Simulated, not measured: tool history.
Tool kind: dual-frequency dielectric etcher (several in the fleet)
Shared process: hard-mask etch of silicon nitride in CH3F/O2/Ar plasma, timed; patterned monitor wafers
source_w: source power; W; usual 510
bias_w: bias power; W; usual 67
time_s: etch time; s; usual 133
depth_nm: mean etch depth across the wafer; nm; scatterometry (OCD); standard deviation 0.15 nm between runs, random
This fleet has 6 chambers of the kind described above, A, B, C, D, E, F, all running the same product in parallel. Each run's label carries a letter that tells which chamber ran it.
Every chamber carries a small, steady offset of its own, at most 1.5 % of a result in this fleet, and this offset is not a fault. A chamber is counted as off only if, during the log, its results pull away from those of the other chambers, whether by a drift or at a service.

run,day,source_w,bias_w,time_s,hours since the last wet clean,hours since the last source power generator calibration,hours since the last bias power generator calibration,"read-back reference wafer on the same gauge, depth_nm",depth_nm
1C,0.250,510,67,133,206.8,3900.7,2514.1,81.606,100.600
2E,0.438,510,67,133,62.1,2761.8,3130.8,81.535,99.568
3A,0.592,510,67,133,312.3,2052.4,2546.5,81.568,100.420
4D,0.867,510,67,133,233.3,706.0,3997.1,81.536,99.953
5B,1.083,510,67,133,242.5,70.5,288.3,81.541,100.170
6F,1.312,510,67,133,353.9,169.9,980.4,81.532,99.436
7F,1.446,510,67,133,357.1,173.1,983.6,81.539,99.491
8A,1.600,510,67,133,336.5,2076.6,2570.7,81.540,100.480
9C,1.821,510,67,133,244.5,3938.4,2551.8,81.501,100.790
10E,2.108,510,67,133,102.2,2801.9,3170.9,81.476,99.423
11B,2.333,510,67,133,272.5,100.5,318.3,81.436,100.040
12D,2.579,510,67,133,274.4,747.1,4038.2,81.455,99.975
13D,2.850,510,67,133,280.9,753.6,4044.7,81.420,99.631
14A,3.117,510,67,133,372.9,2113.0,2607.1,81.405,100.170
15C,3.362,510,67,133,281.5,3975.4,2588.8,81.420,100.600
16B,3.512,510,67,133,300.8,128.8,346.6,81.420,100.040
17F,3.683,510,67,133,410.8,226.8,1037.3,81.357,99.432
# day 3.742: chamber F: wet clean of the chamber
18E,3.838,510,67,133,143.7,2843.4,3212.4,81.380,99.831
19D,3.992,510,67,133,308.3,781.0,4072.1,81.359,99.810
20F,4.133,510,67,133,9.5,237.6,1048.1,81.389,99.344
21E,4.288,510,67,133,154.5,2854.2,3223.2,81.328,99.323
# day 4.308: chamber A: wet clean of the chamber
22A,4.488,440,51,133,4.4,2145.9,2640.0,81.289,86.370
23C,4.742,440,51,133,314.6,4008.5,2621.9,81.322,87.002
24B,4.933,440,51,133,334.9,162.9,380.7,81.331,86.534
25B,5.204,440,51,133,341.4,169.4,387.2,81.280,86.484
26E,5.454,440,51,133,182.5,2882.2,3251.2,81.287,86.126
27D,5.675,440,51,133,348.7,821.4,4112.5,81.273,86.105
# day 5.788: chamber B: wet clean of the chamber
28F,5.883,510,67,133,51.5,279.6,1090.1,81.247,98.919
29C,6.033,510,67,133,345.6,4039.5,2652.9,81.261,100.310
30A,6.254,510,57,168,46.8,2188.3,2682.4,81.250,120.080
31D,6.392,510,57,168,365.9,838.6,4129.7,81.184,119.100
32B,6.617,510,57,168,19.9,203.3,421.1,81.198,120.040
33A,6.900,510,57,168,62.3,2203.8,2697.9,81.190,119.710
34F,7.067,510,57,168,79.9,308.0,1118.5,81.174,118.740
35E,7.362,510,57,168,228.3,2928.0,3297.0,81.162,118.840
36C,7.525,510,67,133,381.4,4075.3,2688.7,81.157,100.070
37A,7.654,510,67,133,80.4,2221.9,2716.0,81.158,100.190
38E,7.825,510,67,133,239.4,2939.1,3308.1,81.176,99.236
39C,8.012,510,67,133,393.1,4087.0,2700.4,81.117,100.300
40B,8.192,510,67,133,57.7,241.1,458.9,81.134,99.963
41F,8.354,510,67,133,110.8,338.9,1149.4,81.091,98.677
42D,8.542,510,67,133,417.5,890.2,4181.3,81.134,99.442

All chambers now run identical settings, listed one chamber a line with results as question marks. What results will each chamber show?
43A,8.754,510,67,133,,,,,?
43B,8.754,510,67,133,,,,,?
43C,8.754,510,67,133,,,,,?
43D,8.754,510,67,133,,,,,?
43E,8.754,510,67,133,,,,,?
43F,8.754,510,67,133,,,,,?

run,depth_nm
43A,99.501
43B,99.768
43C,100.150
43D,99.130
43E,99.180
43F,98.656
